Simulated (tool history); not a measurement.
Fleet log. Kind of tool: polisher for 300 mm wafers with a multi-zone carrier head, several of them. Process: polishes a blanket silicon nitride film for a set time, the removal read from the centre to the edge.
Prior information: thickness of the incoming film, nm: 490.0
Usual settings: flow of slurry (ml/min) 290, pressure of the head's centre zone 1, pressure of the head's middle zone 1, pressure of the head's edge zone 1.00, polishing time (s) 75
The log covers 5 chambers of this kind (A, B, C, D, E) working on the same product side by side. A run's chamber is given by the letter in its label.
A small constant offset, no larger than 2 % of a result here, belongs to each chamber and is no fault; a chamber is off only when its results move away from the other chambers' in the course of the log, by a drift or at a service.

run   hour  flow of slurry (ml/min)  pressure of the head's centre zone  pressure of the head's middle zone  pressure of the head's edge zone  polishing time (s)  wafers polished on this pad  hours since the slurry nozzle was cleaned  hours since the centre zone pressure was calibrated  hours since the edge zone pressure was calibrated  film removed at the wafer's centre (angstrom)  film removed at mid-radius (angstrom)  film removed at the wafer's edge (angstrom)
 1B    7.9                      290                                   1                                   1                              1.00                  75                         1122                                      113.4                                                308.3                                              142.7                                         1532.5                                 1563.3                                       1564.7
 2D   17.7                      290                                   1                                   1                              1.00                  75                          777                                      371.9                                               1409.8                                              461.7                                         1572.9                                 1585.2                                       1605.5
      25.9  -- chamber A: edge zone pressure recalibrated
 3A   28.9                      290                                   1                                   1                              1.00                  75                          950                                       48.8                                                315.5                                                3.0                                         1548.9                                 1589.5                                       1581.6
 4E   36.4                      290                                   1                                   1                              1.00                  75                          563                                      503.4                                                425.4                                              559.5                                         1551.5                                 1582.6                                       1505.1
      50.5  -- chamber A: worn pad replaced by a new one
 5C   50.9                      290                                   1                                   1                              1.00                  75                          322                                      199.1                                                591.1                                              217.7                                         1560.7                                 1615.0                                       1565.9
      58.5  -- chamber D: worn pad replaced by a new one
 6C   59.3                      290                                   1                                   1                              0.94                  87                          370                                      207.5                                                599.5                                              226.1                                         1822.5                                 1848.9                                       1744.9
 7B   73.5                      290                                   1                                   1                              0.94                  87                         1493                                      179.0                                                373.9                                              208.3                                         1800.6                                 1820.9                                       1771.8
 8E   82.7                      290                                   1                                   1                              0.94                  87                          825                                      549.7                                                471.7                                              605.8                                         1763.2                                 1834.7                                       1741.5
      87.0  -- chamber B: worn pad replaced by a new one
 9A   93.2                      290                                   1                                   1                              0.94                  87                          241                                      113.1                                                379.8                                               67.3                                         1781.6                                 1793.6                                       1735.8
10D  107.3                      290                                   1                                   1                              0.94                  87                          276                                      461.5                                               1499.4                                              551.3                                         1802.3                                 1843.5                                       1776.3
11D  118.7                      290                                   1                                   1                              1.00                  75                          340                                      472.9                                               1510.8                                              562.7                                         1551.0                                 1560.1                                       1582.6
     121.4  -- chamber E: centre zone pressure recalibrated
     131.4  -- chamber C: worn pad replaced by a new one
12B  133.9                      290                                   1                                   1                              1.00                  75                          265                                      239.4                                                434.3                                              268.7                                         1547.2                                 1544.7                                       1574.5
     145.6  -- chamber E: worn pad replaced by a new one
13A  148.3                      290                                   1                                   1                              1.00                  75                          553                                      168.2                                                434.9                                              122.4                                         1568.4                                 1575.3                                       1553.9
14C  156.3                      290                                   1                                   1                              1.00                  75                          141                                      304.5                                                696.5                                              323.1                                         1606.0                                 1550.1                                       1587.0
     156.4  -- chamber D: slurry nozzle cleaned
     159.1  -- chamber D: centre zone pressure recalibrated
     162.8  -- chamber D: edge zone pressure recalibrated
15E  167.2                      290                                   1                                   1                              1.00                  75                          122                                      634.2                                                 45.8                                              690.3                                         1546.9                                 1551.2                                       1597.4
     176.9  -- chamber C: slurry nozzle cleaned
16E  182.4                      290                                   1                                   1                              1.00                  75                          208                                      649.4                                                 61.0                                              705.5                                         1560.3                                 1595.4                                       1546.3
17A  190.6                      290                                   1                                   1                              1.00                  75                          792                                      210.5                                                477.2                                              164.7                                         1556.6                                 1570.5                                       1568.6
18C  205.7                      290                                   1                                   1                              1.00                  75                          420                                       28.9                                                745.9                                              372.5                                         1575.2                                 1637.6                                       1566.7
19B  215.9                      290                                   1                                   1                              1.11                  75                          729                                      321.4                                                516.3                                              350.7                                         1547.6                                 1518.4                                       1650.6
20D  223.0                      290                                   1                                   1                              1.11                  75                          930                                       66.7                                                 64.0                                               60.2                                         1505.0                                 1555.2                                       1647.6
21C  234.5                      290                                   1                                   1                              1.11                  75                          583                                       57.7                                                774.7                                              401.3                                         1561.6                                 1582.5                                       1653.3
22D  243.4                      290                                   1                                   1                              1.11                  75                         1045                                       87.1                                                 84.4                                               80.6                                         1553.8                                 1571.2                                       1658.5
     251.2  -- chamber D: worn pad replaced by a new one
23A  253.5                      290                                   1                                   1                              1.11                  75                         1148                                      273.4                                                540.1                                              227.6                                         1561.1                                 1534.3                                       1679.5
24B  261.8                      290                                   1                                   1                              1.00                  75                          988                                      367.3                                                562.2                                              396.6                                         1533.5                                 1567.0                                       1588.5
     270.2  -- chamber A: worn pad replaced by a new one
25E  270.2                      290                                   1                                   1                              1.00                  75                          705                                      737.2                                                148.8                                              793.3                                         1587.0                                 1595.4                                       1530.0
26A  280.9                      290                                   1                                   1                              1.00                  75                           60                                      300.8                                                567.5                                              255.0                                         1585.3                                 1575.9                                       1564.9
27D  290.7                      290                                   1                                   1                              1.00                  75                          223                                      134.4                                                131.7                                              127.9                                         1550.4                                 1584.0                                       1562.4
28B  305.8                      290                                   1                                   1                              1.00                  75                         1237                                      411.3                                                606.2                                              440.6                                         1530.1                                 1581.7                                       1598.8
     306.4  -- chamber C: worn pad replaced by a new one
29C  316.6                      290                                   1                                   1                              1.00                  75                           57                                      139.8                                                856.8                                              483.4                                         1585.6                                 1587.5                                       1571.6
30E  330.6                      290                                   1                                   1                              1.00                  75                         1046                                      797.6                                                209.2                                              853.7                                         1544.9                                 1561.1                                       1547.6
31E  337.5                      290                                   1                                   1                              1.00                  75                         1085                                      804.5                                                216.1                                              860.6                                         1521.8                                 1556.7                                       1512.1
     338.5  -- chamber B: worn pad replaced by a new one
32C  347.6                      290                                   1                                   1                              1.00                  56                          232                                      170.8                                                887.8                                              514.4                                         1178.7                                 1219.8                                       1167.7
33B  361.2                      290                                   1                                   1                              1.00                  56                          128                                      466.7                                                661.6                                              496.0                                         1149.8                                 1153.6                                       1177.9

Next, all 5 chambers run the settings below, one line each with question marks for the results. What does each chamber give?
34A  372.2                      290                                   1                                   1                              1.00                  75                                                                                                                                                                                                                              ?                                      ?                                            ?
34B  372.2                      290                                   1                                   1                              1.00                  75                                                                                                                                                                                                                              ?                                      ?                                            ?
34C  372.2                      290                                   1                                   1                              1.00                  75                                                                                                                                                                                                                              ?                                      ?                                            ?
34D  372.2                      290                                   1                                   1                              1.00                  75                                                                                                                                                                                                                              ?                                      ?                                            ?
34E  372.2                      290                                   1                                   1                              1.00                  75                                                                                                                                                                                                                              ?                                      ?                                            ?

run  film removed at the wafer's centre (angstrom)  film removed at mid-radius (angstrom)  film removed at the wafer's edge (angstrom)
34A                                         1544.1                                 1541.4                                       1596.1
34B                                         1572.6                                 1577.0                                       1574.3
34C                                         1559.0                                 1579.4                                       1572.1
34D                                         1537.6                                 1558.7                                       1612.6
34E                                         1562.3                                 1533.2                                       1554.3
